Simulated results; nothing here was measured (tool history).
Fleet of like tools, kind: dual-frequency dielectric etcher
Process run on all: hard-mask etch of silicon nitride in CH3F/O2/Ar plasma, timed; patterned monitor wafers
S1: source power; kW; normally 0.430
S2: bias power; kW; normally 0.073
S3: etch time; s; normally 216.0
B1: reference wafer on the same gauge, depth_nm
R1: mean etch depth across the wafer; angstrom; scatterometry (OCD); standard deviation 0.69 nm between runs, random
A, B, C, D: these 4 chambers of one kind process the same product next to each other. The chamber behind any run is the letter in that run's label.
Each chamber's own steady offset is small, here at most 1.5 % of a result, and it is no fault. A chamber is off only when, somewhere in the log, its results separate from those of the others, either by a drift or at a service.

run	hour	S1	S2	S3	B1	R1
1A	4.6	0.430	0.073	216.0	126.01	1580.3
2D	8.2	0.430	0.073	216.0	125.98	1546.1
3C	13.9	0.430	0.073	216.0	125.95	1554.7
4B	19.8	0.430	0.073	216.0	126.02	1560.5
5D	24.1	0.430	0.073	216.0	125.88	1549.5
6C	27.8	0.430	0.057	173.5	125.85	1148.7
7A	33.4	0.430	0.057	173.5	126.13	1176.1
8B	37.7	0.430	0.057	173.5	126.16	1163.4
9B	41.3	0.430	0.057	173.5	126.05	1166.8
10C	47.5	0.430	0.073	216.0	126.07	1554.8
11A	52.0	0.430	0.073	248.5	126.05	1808.4
12D	58.3	0.430	0.073	248.5	126.07	1769.5
13A	61.5	0.430	0.073	248.5	126.03	1810.8
14C	66.7	0.430	0.073	248.5	126.07	1795.6
15B	70.6	0.430	0.073	216.0	126.05	1559.0
16D	76.8	0.430	0.073	216.0	126.02	1550.9
17C	80.5	0.430	0.073	216.0	125.98	1564.9
18B	86.8	0.430	0.073	216.0	126.02	1568.5
19A	90.4	0.430	0.073	216.0	125.95	1560.0
20D	94.0	0.430	0.073	216.0	126.01	1542.9
21A	99.4	0.430	0.073	216.0	125.90	1558.9
22D	105.0	0.430	0.073	216.0	126.16	1560.7
23C	108.7	0.430	0.073	216.0	125.99	1559.5
24B	113.3	0.490	0.079	216.0	125.98	1691.7
25C	116.1	0.490	0.079	216.0	125.96	1675.1
26B	120.1	0.490	0.079	216.0	126.00	1689.6
27D	125.5	0.490	0.079	216.0	126.03	1675.3
28A	128.4	0.430	0.073	216.0	125.95	1515.8
29A	132.6	0.430	0.073	216.0	125.97	1517.7
30B	137.5	0.430	0.073	216.0	125.94	1554.3
31D	143.0	0.430	0.073	216.0	125.89	1549.9

For the next run the whole fleet of 4 chambers uses the same settings. Give each chamber's results:
32A	147.6	0.430	0.066	216.0		?
32B	147.6	0.430	0.066	216.0		?
32C	147.6	0.430	0.066	216.0		?
32D	147.6	0.430	0.066	216.0		?

run	R1
32A	1462.1
32B	1516.7
32C	1502.5
32D	1493.1
